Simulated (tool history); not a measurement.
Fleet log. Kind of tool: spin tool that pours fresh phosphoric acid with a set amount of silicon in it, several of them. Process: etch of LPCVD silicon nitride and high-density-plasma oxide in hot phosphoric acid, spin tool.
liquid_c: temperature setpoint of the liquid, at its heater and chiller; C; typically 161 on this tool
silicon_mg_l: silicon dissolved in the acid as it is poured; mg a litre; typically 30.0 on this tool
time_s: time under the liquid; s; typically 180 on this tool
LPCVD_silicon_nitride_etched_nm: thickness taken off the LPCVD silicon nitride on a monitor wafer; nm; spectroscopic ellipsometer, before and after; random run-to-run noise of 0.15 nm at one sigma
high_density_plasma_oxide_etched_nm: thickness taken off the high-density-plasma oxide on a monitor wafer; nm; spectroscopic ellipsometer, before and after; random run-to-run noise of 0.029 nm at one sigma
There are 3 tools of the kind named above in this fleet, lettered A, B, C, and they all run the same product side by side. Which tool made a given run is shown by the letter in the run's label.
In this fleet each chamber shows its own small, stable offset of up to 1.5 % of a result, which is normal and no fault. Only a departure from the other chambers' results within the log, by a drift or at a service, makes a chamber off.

run,day,liquid_c,silicon_mg_l,time_s,"read-back film thickness of the LPCVD silicon nitride reference wafer, read on the same gauge (nm)","read-back film thickness of the high-density-plasma oxide reference wafer, read on the same gauge (nm)",LPCVD_silicon_nitride_etched_nm,high_density_plasma_oxide_etched_nm
1C,0.250,161,30.0,180,79.990,50.006,17.593,0.210740
2A,0.454,161,30.0,180,79.973,49.989,17.578,0.207180
3B,0.738,161,30.0,180,79.969,50.003,17.196,0.206890
4B,0.971,161,30.0,180,79.982,49.999,17.348,0.186040
5A,1.204,161,30.0,180,80.019,49.973,17.513,0.193310
# day 1.246: chamber B: thermometer replaced
# day 1.258: chamber A: heated supply line repaired
6C,1.504,161,30.0,180,79.991,50.019,17.487,0.224890
7C,1.808,161,30.0,180,80.009,49.995,17.727,0.171260
8B,2.196,161,30.0,180,79.983,49.997,17.626,0.139570
9A,2.408,161,30.0,180,79.979,50.018,17.619,0.159070
10C,2.846,161,30.0,180,79.984,50.006,17.475,0.189810
11A,3.242,161,30.0,180,80.001,50.007,17.552,0.184310
12B,3.667,161,30.0,180,80.008,49.996,17.443,0.198240
13A,4.083,161,30.0,180,79.989,50.011,17.839,0.198870
14B,4.342,161,30.0,140,80.025,49.996,13.421,0.152190
15C,4.767,161,30.0,140,80.009,49.989,13.720,0.129560
16A,5.058,161,30.0,140,80.014,49.989,13.743,0.148560
17C,5.275,161,30.0,180,79.982,49.966,17.676,0.156040
18B,5.538,161,30.0,180,80.041,49.991,16.972,0.220140
19A,5.896,164,30.0,270,79.989,49.999,29.466,0.367200
20C,6.125,164,30.0,270,80.018,50.000,29.333,0.322030
21B,6.492,164,30.0,270,80.026,49.993,27.939,0.364720
22A,6.808,161,30.0,180,79.998,50.007,17.540,0.187120
23B,7.179,161,41.5,180,80.015,50.017,16.636,0.085971
24C,7.608,161,41.5,180,80.004,50.004,17.652,0.083439
25B,7.988,161,41.5,180,79.959,50.008,16.743,0.102780
26C,8.204,161,30.0,180,79.973,49.980,17.716,0.189160
# day 8.367: chamber C: heated supply line repaired
27A,8.442,161,30.0,180,80.008,50.008,17.745,0.161700
28A,8.871,161,30.0,180,79.987,50.002,17.348,0.190500
29B,9.217,161,30.0,180,80.040,50.001,16.372,0.232060
30C,9.521,163,30.0,265,80.018,49.985,27.962,0.252620

What goes on in this fleet: one chamber off, a drifting gauge, or nothing beyond the chambers' own small offsets? Name the chamber and the cause, if any.

One chamber, B, drifts off from the rest bit by bit.
Most likely cause: temperature lost on the way to the wafer (K) = 2.21.
Not necessarily distinguishable in this log from: liquid colder than its thermometer reads (K).

Which of the 4 candidates below, each the usual settings with something changed and its results left as question marks, puts chamber B back in line with what the other chambers give on the usual settings?
Counts as in line when no further than this from what the other chambers average on the usual settings: LPCVD_silicon_nitride_etched_nm 0.520 nm; high_density_plasma_oxide_etched_nm 0.100000 nm
31B-1,9.838,161,31.5,165,,,?,?
31B-2,9.838,161,28.5,195,,,?,?
31B-3,9.838,161,34.0,150,,,?,?
31B-4,9.838,161,26.0,220,,,?,?

Usual-settings mean across the other chambers: LPCVD_silicon_nitride_etched_nm 17.704 nm; high_density_plasma_oxide_etched_nm 0.190500 nm
run,LPCVD_silicon_nitride_etched_nm,high_density_plasma_oxide_etched_nm
31B-1,14.868,0.140740
31B-2,17.571,0.187560
31B-3,13.516,0.114330
31B-4,19.824,0.231560
With 31B-2, the chamber falls back in line with the rest.
